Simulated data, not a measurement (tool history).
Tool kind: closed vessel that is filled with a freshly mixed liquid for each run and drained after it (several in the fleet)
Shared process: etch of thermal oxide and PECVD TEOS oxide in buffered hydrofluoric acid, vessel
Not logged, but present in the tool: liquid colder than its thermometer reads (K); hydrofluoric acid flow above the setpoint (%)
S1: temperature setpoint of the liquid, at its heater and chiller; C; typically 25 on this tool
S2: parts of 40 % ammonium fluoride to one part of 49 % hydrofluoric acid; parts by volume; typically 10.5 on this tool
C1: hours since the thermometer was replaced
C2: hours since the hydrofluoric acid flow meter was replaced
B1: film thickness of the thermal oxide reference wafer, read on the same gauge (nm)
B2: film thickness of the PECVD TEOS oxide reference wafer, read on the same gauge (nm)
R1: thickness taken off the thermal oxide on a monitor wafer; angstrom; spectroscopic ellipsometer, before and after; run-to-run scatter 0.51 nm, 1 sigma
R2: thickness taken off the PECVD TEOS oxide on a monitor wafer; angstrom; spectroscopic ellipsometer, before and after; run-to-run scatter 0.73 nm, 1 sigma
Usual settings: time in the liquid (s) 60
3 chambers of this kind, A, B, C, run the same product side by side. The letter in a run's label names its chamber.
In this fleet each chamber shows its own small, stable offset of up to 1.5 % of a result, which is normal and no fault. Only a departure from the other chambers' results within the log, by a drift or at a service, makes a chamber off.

At hour 2.4: chamber B: hydrofluoric acid flow meter replaced.
Run 1B, hour 11.2: usual settings; C1 1574.5; C2 8.9; B1 110; B2 30.004. Result: R1 676.44 angstrom, R2 1436.7 angstrom.
Run 2C, hour 17: usual settings; C1 151.3; C2 1552.3; B1 110.02; B2 30.025. Result: R1 678.33 angstrom, R2 1474.2 angstrom.
Run 3A, hour 27.9: usual settings; C1 83.4; C2 991.7; B1 110; B2 30.008. Result: R1 677.34 angstrom, R2 1473.1 angstrom.
Run 4B, hour 38.1: usual settings; C1 1601.4; C2 35.8; B1 110.02; B2 29.992. Result: R1 673.29 angstrom, R2 1448.7 angstrom.
Run 5A, hour 47.8: usual settings; C1 103.3; C2 1011.6; B1 109.97; B2 30.011. Result: R1 670.87 angstrom, R2 1470 angstrom.
Run 6C, hour 54.5: usual settings; C1 188.8; C2 1589.8; B1 110; B2 29.98. Result: R1 685.41 angstrom, R2 1457.9 angstrom.
Run 7A, hour 64.9: usual settings; C1 120.4; C2 1028.7; B1 110.01; B2 29.972. Result: R1 675.87 angstrom, R2 1485.7 angstrom.
Run 8C, hour 71.5: usual settings but S2 12 parts by volume; C1 205.8; C2 1606.8; B1 110.01; B2 30.033. Result: R1 587.59 angstrom, R2 1276.1 angstrom.
Run 9B, hour 82.4: usual settings but S2 12 parts by volume; C1 1645.7; C2 80.1; B1 109.99; B2 29.989. Result: R1 598.75 angstrom, R2 1271.1 angstrom.
Run 10C, hour 89.4: usual settings but S2 12 parts by volume; C1 223.7; C2 1624.7; B1 110; B2 30.002. Result: R1 600.41 angstrom, R2 1277.8 angstrom.
Run 11A, hour 96.5: usual settings but time in the liquid (s) 35; C1 152; C2 1060.3; B1 109.98; B2 29.999. Result: R1 391.69 angstrom, R2 857.13 angstrom.
Run 12B, hour 102.3: usual settings but time in the liquid (s) 35; C1 1665.6; C2 100; B1 109.97; B2 29.965. Result: R1 391.41 angstrom, R2 842.33 angstrom.
Run 13A, hour 110.4: usual settings but time in the liquid (s) 35; C1 165.9; C2 1074.2; B1 110.01; B2 30.005. Result: R1 395.53 angstrom, R2 856.85 angstrom.
Run 14B, hour 117.1: usual settings but S2 12.5 parts by volume, time in the liquid (s) 45; C1 1680.4; C2 114.8; B1 109.97; B2 30.014. Result: R1 421.19 angstrom, R2 914.31 angstrom.
At hour 119.2: chamber C: hydrofluoric acid flow meter replaced.
Run 15C, hour 129.3: usual settings but S2 12.5 parts by volume, time in the liquid (s) 45; C1 263.6; C2 10.1; B1 110.01; B2 29.977. Result: R1 430.51 angstrom, R2 921.03 angstrom.
At hour 136.4: chamber A: hydrofluoric acid flow meter replaced.
Run 16B, hour 141.6: usual settings but S2 12.5 parts by volume, time in the liquid (s) 45; C1 1704.9; C2 139.3; B1 110.01; B2 29.993. Result: R1 426.26 angstrom, R2 906.19 angstrom.
Run 17C, hour 149.9: usual settings; C1 284.2; C2 30.7; B1 110.01; B2 29.997. Result: R1 677.27 angstrom, R2 1469 angstrom.
Run 18A, hour 161.3: usual settings; C1 216.8; C2 24.9; B1 109.99; B2 30.024. Result: R1 667.61 angstrom, R2 1454.5 angstrom.
Run 19B, hour 174.2: usual settings; C1 1737.5; C2 171.9; B1 109.98; B2 29.964. Result: R1 678.69 angstrom, R2 1439.2 angstrom.
Run 20C, hour 182.6: usual settings; C1 316.9; C2 63.4; B1 109.99; B2 29.98. Result: R1 678.24 angstrom, R2 1456.5 angstrom.
Run 21A, hour 191.1: usual settings; C1 246.6; C2 54.7; B1 109.98; B2 29.986. Result: R1 668.56 angstrom, R2 1474.5 angstrom.
Run 22C, hour 201.1: usual settings; C1 335.4; C2 81.9; B1 109.99; B2 30.031. Result: R1 677.53 angstrom, R2 1470.3 angstrom.
Run 23A, hour 210.5: usual settings; C1 266; C2 74.1; B1 109.99; B2 29.995. Result: R1 676.53 angstrom, R2 1457 angstrom.
Run 24B, hour 220.9: usual settings; C1 1784.2; C2 218.6; B1 110.01; B2 29.964. Result: R1 672.19 angstrom, R2 1450.2 angstrom.
Run 25B, hour 228.9: usual settings; C1 1792.2; C2 226.6; B1 110; B2 30.042. Result: R1 672.77 angstrom, R2 1450.8 angstrom.
Run 26C, hour 240.1: usual settings; C1 374.4; C2 120.9; B1 110; B2 30.014. Result: R1 678.56 angstrom, R2 1455.2 angstrom.
Run 27A, hour 251.2: usual settings; C1 306.7; C2 114.8; B1 109.99; B2 30.016. Result: R1 675.01 angstrom, R2 1460.7 angstrom.
Run 28C, hour 264.4: usual settings; C1 398.7; C2 145.2; B1 109.99; B2 29.996. Result: R1 681.9 angstrom, R2 1467.5 angstrom.
Run 29A, hour 276.9: usual settings but S1 20.5 C; C1 332.4; C2 140.5; B1 110.03; B2 30.01. Result: R1 526.05 angstrom, R2 1139.6 angstrom.

Is one chamber off against the others, does the gauge drift, or is nothing wrong? If a chamber is off, say which, and what the likeliest cause is.

Nothing is wrong: each chamber keeps only its own small, steady offset and the gauge holds still.
